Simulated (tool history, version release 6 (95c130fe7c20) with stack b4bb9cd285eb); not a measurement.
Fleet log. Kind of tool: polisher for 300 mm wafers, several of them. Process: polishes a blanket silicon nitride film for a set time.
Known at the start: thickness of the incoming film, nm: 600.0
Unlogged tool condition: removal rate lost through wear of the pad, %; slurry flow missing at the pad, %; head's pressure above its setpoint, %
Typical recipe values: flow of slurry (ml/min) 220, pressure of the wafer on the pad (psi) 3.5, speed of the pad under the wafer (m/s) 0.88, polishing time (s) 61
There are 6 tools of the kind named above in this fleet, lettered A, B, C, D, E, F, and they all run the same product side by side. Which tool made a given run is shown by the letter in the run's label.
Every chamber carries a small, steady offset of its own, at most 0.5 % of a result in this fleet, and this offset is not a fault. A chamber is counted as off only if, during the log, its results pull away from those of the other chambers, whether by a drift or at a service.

run	hour	flow of slurry (ml/min)	pressure of the wafer on the pad (psi)	speed of the pad under the wafer (m/s)	polishing time (s)	wafers polished on this pad	hours since the slurry nozzle was cleaned	hours since the head pressure was calibrated	film removed (nm)
# hour 1.7: chamber E: slurry nozzle cleaned
1B	9.5	220	3.5	0.88	61	328	30.5	1000.2	88.903
2F	18.2	220	3.5	0.88	61	223	455.2	905.7	89.373
# hour 20.4: chamber D: worn pad replaced by a new one
# hour 25.6: chamber A: worn pad replaced by a new one
3C	28.8	220	3.5	0.88	61	621	84.2	1310.8	87.771
4E	36.6	220	3.5	0.88	61	1417	35	1079.1	87.674
5D	45.4	220	3.5	0.88	61	224	358.3	196.1	89.059
# hour 51.4: chamber E: head pressure recalibrated
6A	53.8	220	3.5	0.88	61	253	95.3	589.7	89.087
# hour 58.4: chamber B: worn pad replaced by a new one
# hour 58.8: chamber E: worn pad replaced by a new one
7B	61.3	220	3.5	0.7	61	26	82.3	1052	75.195
8F	72	220	3.5	0.7	61	706	509	959.5	75.255
9E	80.5	220	3.5	0.7	61	195	78.9	29.1	73.903
10D	86.4	220	3.5	0.7	61	592	399.3	237.1	73.963
11C	94	220	3.5	0.7	61	1206	149.4	1376	74.532
# hour 101.3: chamber C: worn pad replaced by a new one
12A	103.3	220	3.5	0.7	61	697	144.8	639.2	75.384
# hour 109.5: chamber D: worn pad replaced by a new one
13F	113.9	220	3.5	0.88	61	1082	550.9	1001.4	88.444
14D	122.1	220	3.5	0.88	61	113	435	272.8	89.211
# hour 128.7: chamber D: slurry nozzle cleaned
15C	129	220	3.5	0.88	61	249	184.4	1411	88.318
# hour 133.6: chamber C: head pressure recalibrated
16A	136.8	220	3.5	0.88	61	998	178.3	672.7	90.604
17E	146.3	220	3.5	0.88	61	785	144.7	94.9	88.199
# hour 151.9: chamber B: worn pad replaced by a new one
18B	153.3	220	3.5	0.88	61	12	174.3	1144	88.669
# hour 157.8: chamber F: worn pad replaced by a new one
19A	161.8	220	3.5	0.88	61	1222	203.3	697.7	88.844
20D	167.4	220	3.5	0.88	61	520	38.7	318.1	88.487
21C	178	220	3.5	0.88	61	688	233.4	44.5	89.143
# hour 181.5: chamber A: worn pad replaced by a new one
22B	186.8	220	3.5	0.88	61	313	207.8	1177.5	89.629
23F	195.8	220	3.5	0.88	61	340	632.8	1083.3	89.276
24E	206.3	220	3.5	0.88	61	1323	204.7	154.9	88.804
25C	213.2	220	3.5	0.88	61	1004	268.6	79.7	88.81
# hour 213.4: chamber E: worn pad replaced by a new one
# hour 214.9: chamber D: worn pad replaced by a new one
26F	221.5	220	3.5	0.88	61	571	658.5	1109	89.069
27D	226.8	190	4.3	0.88	61	107	98.1	377.5	107.73
28E	238.4	190	4.3	0.88	61	224	236.8	187	107.86
29A	248.5	190	4.3	0.88	61	601	290	784.4	113.53
30B	256.8	190	4.3	0.88	61	941	277.8	1247.5	108.29
# hour 259.3: chamber B: worn pad replaced by a new one
31D	263.8	190	4.3	0.88	61	439	135.1	414.5	107.77
32B	273.3	190	4.3	0.88	61	125	294.3	1264	109.04
# hour 281.4: chamber C: worn pad replaced by a new one
33F	282.5	220	3.5	0.88	61	1118	719.5	1170	89.948
34C	291.1	220	3.5	0.88	61	87	346.5	157.6	89.406
# hour 301.4: chamber D: worn pad replaced by a new one
35A	302.4	185	3.5	0.88	61	1085	343.9	838.3	92.642
36E	311.3	185	3.5	0.88	61	878	309.7	259.9	87.878
37D	322.8	185	3.5	0.88	61	192	194.1	473.5	87.178
38E	334	185	3.5	0.88	61	1082	332.4	282.6	86.533

What goes on in this fleet: one chamber off, a drifting gauge, or nothing beyond the chambers' own small offsets? Name the chamber and the cause, if any.

One chamber, A, drifts off from the rest bit by bit.
Cause: head's pressure above its setpoint, % = 9.09.

Which of the 4 candidates below, each the usual settings with something changed and its results left as question marks, puts chamber A back in line with what the other chambers give on the usual settings?
In line means no further than this from the other chambers' mean on the usual settings: film removed (nm) 2.2
39A-1	342.4	220	3.5	0.92	64				?
39A-2	342.4	320	3.5	0.88	61				?
39A-3	342.4	220	3.5	0.88	58				?
39A-4	342.4	220	3.4	0.86	59				?

On the usual settings, the other chambers give on average: film removed (nm) 88.949
run	film removed (nm)
39A-1	105.43
39A-2	100.82
39A-3	92.259
39A-4	89.493
It is 39A-4 that realigns the chamber with its peers.
